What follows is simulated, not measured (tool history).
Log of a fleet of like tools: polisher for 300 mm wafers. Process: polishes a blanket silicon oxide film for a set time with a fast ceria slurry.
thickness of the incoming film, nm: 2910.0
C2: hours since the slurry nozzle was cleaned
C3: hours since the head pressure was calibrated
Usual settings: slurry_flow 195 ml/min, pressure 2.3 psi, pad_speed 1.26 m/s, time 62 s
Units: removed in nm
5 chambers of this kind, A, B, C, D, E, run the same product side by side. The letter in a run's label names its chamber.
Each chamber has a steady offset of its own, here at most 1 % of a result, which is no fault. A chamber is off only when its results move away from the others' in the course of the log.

At hour 5.4: chamber A: worn pad replaced by a new one.
Run 1C, hour 6: usual settings; wafers polished on this pad 90; C2 254.1; C3 980.2. Result: removed 1082.4 nm.
Run 2D, hour 13.5: usual settings; wafers polished on this pad 1026; C2 418.2; C3 170.2. Result: removed 1069.2 nm.
At hour 18.3: chamber E: head pressure recalibrated.
Run 3E, hour 18.7: usual settings; wafers polished on this pad 785; C2 100.7; C3 0.4. Result: removed 1075.8 nm.
At hour 24: chamber B: slurry nozzle cleaned.
At hour 25.4: chamber E: worn pad replaced by a new one.
Run 4B, hour 26.2: usual settings; wafers polished on this pad 265; C2 2.2; C3 64.7. Result: removed 1065.9 nm.
Run 5A, hour 35.1: usual settings but slurry_flow 130 ml/min, pad_speed 1.64 m/s; wafers polished on this pad 185; C2 127.5; C3 41.5. Result: removed 1303.1 nm.
At hour 40.9: chamber D: worn pad replaced by a new one.
Run 6C, hour 42.2: usual settings but slurry_flow 130 ml/min, pad_speed 1.64 m/s; wafers polished on this pad 316; C2 290.3; C3 1016.4. Result: removed 1292.2 nm.
Run 7D, hour 49.8: usual settings but slurry_flow 130 ml/min, pad_speed 1.64 m/s; wafers polished on this pad 55; C2 454.5; C3 206.5. Result: removed 1331.9 nm.
Run 8B, hour 59.9: usual settings but slurry_flow 130 ml/min, pad_speed 1.64 m/s; wafers polished on this pad 476; C2 35.9; C3 98.4. Result: removed 1273.1 nm.
Run 9E, hour 65.4: usual settings but slurry_flow 130 ml/min, pad_speed 1.64 m/s; wafers polished on this pad 249; C2 147.4; C3 47.1. Result: removed 1282.3 nm.
Run 10A, hour 71.9: usual settings; wafers polished on this pad 414; C2 164.3; C3 78.3. Result: removed 1066.2 nm.
Run 11D, hour 80.4: usual settings; wafers polished on this pad 246; C2 485.1; C3 237.1. Result: removed 1062.9 nm.
Run 12B, hour 88.7: usual settings but pressure 2.6 psi, pad_speed 0.94 m/s; wafers polished on this pad 655; C2 64.7; C3 127.2. Result: removed 897.49 nm.
Run 13E, hour 97.3: usual settings but pressure 2.6 psi, pad_speed 0.94 m/s; wafers polished on this pad 448; C2 179.3; C3 79. Result: removed 899.77 nm.
Run 14A, hour 104.2: usual settings but pressure 2.6 psi, pad_speed 0.94 m/s; wafers polished on this pad 616; C2 196.6; C3 110.6. Result: removed 913.84 nm.
Run 15C, hour 112.9: usual settings but pressure 2.6 psi, pad_speed 0.94 m/s; wafers polished on this pad 757; C2 361; C3 1087.1. Result: removed 918.26 nm.
Run 16D, hour 121.3: usual settings but pressure 2.6 psi, pad_speed 0.94 m/s; wafers polished on this pad 501; C2 526; C3 278. Result: removed 919.89 nm.
At hour 126.1: chamber D: slurry nozzle cleaned.
Run 17B, hour 130.7: usual settings; wafers polished on this pad 917; C2 106.7; C3 169.2. Result: removed 1076.4 nm.
Run 18E, hour 140.3: usual settings but slurry_flow 235 ml/min, pad_speed 0.96 m/s; wafers polished on this pad 717; C2 222.3; C3 122. Result: removed 817.55 nm.
Run 19A, hour 148.8: usual settings but slurry_flow 235 ml/min, pad_speed 0.96 m/s; wafers polished on this pad 894; C2 241.2; C3 155.2. Result: removed 824.39 nm.
Run 20C, hour 155.7: usual settings but slurry_flow 235 ml/min, pad_speed 0.96 m/s; wafers polished on this pad 1024; C2 403.8; C3 1129.9. Result: removed 830.19 nm.
Run 21D, hour 160.2: usual settings but slurry_flow 235 ml/min, pad_speed 0.96 m/s; wafers polished on this pad 744; C2 34.1; C3 316.9. Result: removed 824.37 nm.
At hour 166.9: chamber E: worn pad replaced by a new one.
Run 22E, hour 167.4: usual settings but slurry_flow 235 ml/min, pad_speed 0.96 m/s; wafers polished on this pad 3; C2 249.4; C3 149.1. Result: removed 833.83 nm.
Run 23C, hour 176.7: usual settings; wafers polished on this pad 1155; C2 424.8; C3 1150.9. Result: removed 1077.2 nm.
Run 24B, hour 182.5: usual settings; wafers polished on this pad 1240; C2 158.5; C3 221. Result: removed 1053.8 nm.
At hour 192: chamber A: worn pad replaced by a new one.
Run 25A, hour 192.1: usual settings; wafers polished on this pad 0; C2 284.5; C3 198.5. Result: removed 1068.5 nm.
Run 26C, hour 199: usual settings; wafers polished on this pad 1294; C2 447.1; C3 1173.2. Result: removed 1094.6 nm.
At hour 199.1: chamber B: worn pad replaced by a new one.
Run 27E, hour 204.4: usual settings; wafers polished on this pad 234; C2 286.4; C3 186.1. Result: removed 1051.7 nm.
Run 28D, hour 212.9: usual settings; wafers polished on this pad 1073; C2 86.8; C3 369.6. Result: removed 1052.9 nm.
Run 29B, hour 220.8: usual settings; wafers polished on this pad 135; C2 196.8; C3 259.3. Result: removed 1062.9 nm.
At hour 225.9: chamber C: worn pad replaced by a new one.
Run 30A, hour 227.6: usual settings; wafers polished on this pad 222; C2 320; C3 234. Result: removed 1076.6 nm.
At hour 233.8: chamber D: worn pad replaced by a new one.
Run 31A, hour 235: usual settings but pressure 3 psi, pad_speed 1.62 m/s; wafers polished on this pad 268; C2 327.4; C3 241.4. Result: removed 1808.4 nm.
At hour 238.9: chamber C: head pressure recalibrated.
Run 32C, hour 244.4: usual settings but pressure 3 psi, pad_speed 1.62 m/s; wafers polished on this pad 116; C2 492.5; C3 5.6. Result: removed 1814.6 nm.
Run 33B, hour 253.8: usual settings but pressure 3 psi, pad_speed 1.62 m/s; wafers polished on this pad 341; C2 229.8; C3 292.3. Result: removed 1805.8 nm.
Run 34D, hour 258.2: usual settings but pressure 3 psi, pad_speed 1.62 m/s; wafers polished on this pad 152; C2 132.1; C3 414.9. Result: removed 1774.2 nm.
Run 35E, hour 265.6: usual settings but pressure 3 psi, pad_speed 1.62 m/s; wafers polished on this pad 615; C2 347.6; C3 247.3. Result: removed 1816.4 nm.
Run 36E, hour 270.2: usual settings; wafers polished on this pad 644; C2 352.2; C3 251.9. Result: removed 1063.4 nm.

All 5 chambers run these settings next. Forecast each chamber's results:
Run 37A, hour 277.5: usual settings but time 76 s. Result: removed ?.
Run 37B, hour 277.5: usual settings but time 76 s. Result: removed ?.
Run 37C, hour 277.5: usual settings but time 76 s. Result: removed ?.
Run 37D, hour 277.5: usual settings but time 76 s. Result: removed ?.
Run 37E, hour 277.5: usual settings but time 76 s. Result: removed ?.

run  removed
37A   1312.6
37B   1278.2
37C   1358.3
37D   1348.2
37E   1301.8
